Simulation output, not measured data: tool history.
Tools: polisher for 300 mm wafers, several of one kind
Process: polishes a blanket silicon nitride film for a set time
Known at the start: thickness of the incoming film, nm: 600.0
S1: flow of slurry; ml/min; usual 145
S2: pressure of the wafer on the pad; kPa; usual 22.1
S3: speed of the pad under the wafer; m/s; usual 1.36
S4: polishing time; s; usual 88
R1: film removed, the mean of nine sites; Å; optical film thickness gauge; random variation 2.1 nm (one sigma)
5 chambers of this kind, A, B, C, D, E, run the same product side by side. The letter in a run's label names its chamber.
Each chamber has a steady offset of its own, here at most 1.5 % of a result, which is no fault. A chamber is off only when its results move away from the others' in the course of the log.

At hour 2.5: chamber C: worn pad replaced by a new one.
Run 1D, hour 5.5: usual settings. Result: R1 1519.2 Å.
Run 2B, hour 9.7: usual settings. Result: R1 1522.6 Å.
Run 3C, hour 15.7: usual settings. Result: R1 1489.7 Å.
Run 4E, hour 21.4: usual settings. Result: R1 1522.8 Å.
Run 5A, hour 26.1: usual settings. Result: R1 1518.1 Å.
At hour 27.5: chamber B: worn pad replaced by a new one.
At hour 29: chamber D: slurry nozzle cleaned.
Run 6D, hour 30.5: usual settings but S1 115 ml/min, S4 112 s. Result: R1 1837 Å.
Run 7A, hour 33.8: usual settings but S1 115 ml/min, S4 112 s. Result: R1 1818.6 Å.
Run 8C, hour 37.7: usual settings but S1 115 ml/min, S4 112 s. Result: R1 1813.8 Å.
Run 9B, hour 42.4: usual settings but S1 115 ml/min, S4 112 s. Result: R1 1835.1 Å.
At hour 42.9: chamber A: worn pad replaced by a new one.
Run 10E, hour 46.9: usual settings but S1 115 ml/min, S4 112 s. Result: R1 1805.9 Å.
Run 11D, hour 52.1: usual settings. Result: R1 1512.2 Å.
Run 12B, hour 56.3: usual settings. Result: R1 1522.9 Å.
Run 13C, hour 59.1: usual settings. Result: R1 1537 Å.
Run 14E, hour 64: usual settings. Result: R1 1509.8 Å.
At hour 67.9: chamber E: worn pad replaced by a new one.
Run 15A, hour 68.5: usual settings. Result: R1 1493.3 Å.
Run 16B, hour 73.6: usual settings. Result: R1 1513 Å.
At hour 73.8: chamber C: worn pad replaced by a new one.
Run 17E, hour 78.8: usual settings. Result: R1 1518.3 Å.
At hour 81.6: chamber A: head pressure recalibrated.
At hour 83.1: chamber D: worn pad replaced by a new one.
Run 18D, hour 83.3: usual settings but S4 71 s. Result: R1 1214.5 Å.
Run 19A, hour 86.3: usual settings but S4 71 s. Result: R1 1069.1 Å.
At hour 90.8: chamber A: slurry nozzle cleaned.
Run 20C, hour 91.5: usual settings but S4 71 s. Result: R1 1191.4 Å.
Run 21A, hour 95.4: usual settings but S4 71 s. Result: R1 1104 Å.
Run 22C, hour 100: usual settings but S4 71 s. Result: R1 1176.9 Å.
Run 23D, hour 106.2: usual settings but S1 130 ml/min, S3 1.54 m/s. Result: R1 1615.9 Å.
Run 24E, hour 108.9: usual settings but S1 130 ml/min, S3 1.54 m/s. Result: R1 1648.4 Å.
Run 25B, hour 113.9: usual settings but S1 130 ml/min, S3 1.54 m/s. Result: R1 1629.6 Å.
Run 26D, hour 120.1: usual settings but S1 130 ml/min, S3 1.54 m/s. Result: R1 1677 Å.
Run 27A, hour 125.5: usual settings but S1 130 ml/min, S3 1.54 m/s. Result: R1 1460.8 Å.
Run 28C, hour 129.8: usual settings. Result: R1 1520.7 Å.
At hour 131.6: chamber A: worn pad replaced by a new one.
Run 29B, hour 133.4: usual settings. Result: R1 1478.4 Å.
Run 30E, hour 137: usual settings. Result: R1 1541.3 Å.
At hour 141.9: chamber C: worn pad replaced by a new one.
Run 31E, hour 142.7: usual settings but S4 97 s. Result: R1 1658.1 Å.
Run 32A, hour 145.7: usual settings but S4 97 s. Result: R1 1493.7 Å.
Run 33C, hour 149.6: usual settings but S4 97 s. Result: R1 1667.3 Å.

Is one chamber off against the others, does the gauge drift, or is nothing wrong? If a chamber is off, say which, and what the likeliest cause is.

A service left chamber A off against the others.
Cause: head's pressure below its setpoint, % = 10.9.

Here are 4 candidates for chamber A's next run, each the usual settings with a change, their results left as question marks. Which one brings its results back in line with what the others give on the usual settings?
In line means no further than this from the other chambers' mean on the usual settings: R1 75 Å
Run 34A-1, hour 154: usual settings but S2 24.8 kPa. Result: R1 ?.
Run 34A-2, hour 154: usual settings but S4 89 s. Result: R1 ?.
Run 34A-3, hour 154: usual settings but S2 21.4 kPa, S3 1.32 m/s, S4 84 s. Result: R1 ?.
Run 34A-4, hour 154: usual settings but S4 86 s. Result: R1 ?.

The other chambers' mean on the usual settings: R1 1505.8 Å
  run      R1
34A-1  1525.4
34A-2  1370.5
34A-3  1223.7
34A-4  1324.3
34A-1 brings the chamber back in line.

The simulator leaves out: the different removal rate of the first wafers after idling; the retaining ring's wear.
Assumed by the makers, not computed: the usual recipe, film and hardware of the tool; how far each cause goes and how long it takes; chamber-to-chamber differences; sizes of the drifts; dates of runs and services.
